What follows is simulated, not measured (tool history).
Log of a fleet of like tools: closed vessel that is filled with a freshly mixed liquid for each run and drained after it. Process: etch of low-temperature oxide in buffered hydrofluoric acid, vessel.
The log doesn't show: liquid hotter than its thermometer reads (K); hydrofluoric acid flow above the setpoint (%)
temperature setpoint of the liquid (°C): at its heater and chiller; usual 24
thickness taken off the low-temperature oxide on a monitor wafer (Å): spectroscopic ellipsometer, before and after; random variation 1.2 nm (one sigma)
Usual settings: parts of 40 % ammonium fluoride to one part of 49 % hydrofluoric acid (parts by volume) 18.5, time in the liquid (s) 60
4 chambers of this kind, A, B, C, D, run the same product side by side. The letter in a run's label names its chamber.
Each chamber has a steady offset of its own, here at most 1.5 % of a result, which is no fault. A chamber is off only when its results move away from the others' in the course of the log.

run,day,temperature setpoint of the liquid (°C),parts of 40 % ammonium fluoride to one part of 49 % hydrofluoric acid (parts by volume),time in the liquid (s),hours since the thermometer was replaced,hours since the hydrofluoric acid flow meter was replaced,"read-back film thickness of the low-temperature oxide reference wafer, read on the same gauge (nm)",thickness taken off the low-temperature oxide on a monitor wafer (Å)
1C,0.446,24,18.5,60,813.6,787.2,60.024,1389.8
2A,0.996,24,18.5,60,1293.7,366.5,60.007,1409.5
3D,1.362,24,18.5,60,1126.8,2540.4,60.001,1416.7
4B,1.679,24,18.5,60,114.7,228,60.015,1377.2
5D,2.025,24,18.5,60,1142.7,2556.3,59.992,1384.6
6B,2.525,24,18.5,60,135,248.3,60.009,1388.6
7A,3.025,24,18.5,60,1342.4,415.2,59.994,1442.4
8C,3.296,24,18.5,60,882,855.6,60.022,1396.2
9D,3.904,24,18.5,60,1187.8,2601.4,59.989,1407
10B,4.408,24,18.5,60,180.2,293.5,59.995,1350.2
11A,4.696,24,18.5,60,1382.5,455.3,60.01,1445.1
12C,5.092,24,18.5,60,925.1,898.7,59.998,1416.7
13A,5.604,24,11,30,1404.3,477.1,60.014,1214.7
# day 5.638: chamber D: hydrofluoric acid flow meter replaced
14C,6.008,24,11,30,947.1,920.7,59.999,1172.3
15D,6.342,24,11,30,1246.3,17,60.005,1149.1
16B,6.858,24,11,30,239,352.3,60.005,1144.9
17C,7.246,24,18.5,60,976.8,950.4,60.021,1392.1
18B,7.858,24,18.5,60,263,376.3,59.992,1379.9
19A,8.225,24,18.5,60,1467.2,540,59.989,1504.1
20D,8.846,24,18.5,60,1306.4,77.1,60.003,1404.7
21A,9.388,24,18.5,60,1495.1,567.9,60.009,1495.2
22B,9.754,24,18.5,60,308.5,421.8,59.988,1393.9
23D,10.296,24,18.5,60,1341.2,111.9,59.998,1402.6
24C,10.854,24,18.5,60,1063.4,1037,60.002,1391.8
25A,11.192,24,18.5,60,1538.4,611.2,59.993,1518.5
26C,11.471,24,18.5,60,1078.2,1051.8,60.005,1414.4
27B,11.971,24,18.5,60,361.7,475,60.001,1384
28D,12.462,24,18.5,60,1393.2,163.9,59.999,1376.2

What goes on in this fleet: one chamber off, a drifting gauge, or nothing beyond the chambers' own small offsets? Name the chamber and the cause, if any.

Chamber A drifts away from the others.
Cause: hydrofluoric acid flow above the setpoint (%) = 9.83.
The log may not tell that from: liquid hotter than its thermometer reads (K).

Here are 4 candidates for chamber A's next run, each the usual settings with a change, their results left as question marks. Which one brings its results back in line with what the others give on the usual settings?
In line means no further than this from the other chambers' mean on the usual settings: thickness taken off the low-temperature oxide on a monitor wafer (Å) 43
29A-1,12.912,23,18.5,60,,,,?
29A-2,12.912,24,17.5,60,,,,?
29A-3,12.912,23.5,20,60,,,,?
29A-4,12.912,24,18,65,,,,?

The other chambers' mean on the usual settings: thickness taken off the low-temperature oxide on a monitor wafer (Å) 1388.5
run,thickness taken off the low-temperature oxide on a monitor wafer (Å)
29A-1,1456.4
29A-2,1627.2
29A-3,1385.4
29A-4,1713.9
29A-3 brings the chamber back in line.

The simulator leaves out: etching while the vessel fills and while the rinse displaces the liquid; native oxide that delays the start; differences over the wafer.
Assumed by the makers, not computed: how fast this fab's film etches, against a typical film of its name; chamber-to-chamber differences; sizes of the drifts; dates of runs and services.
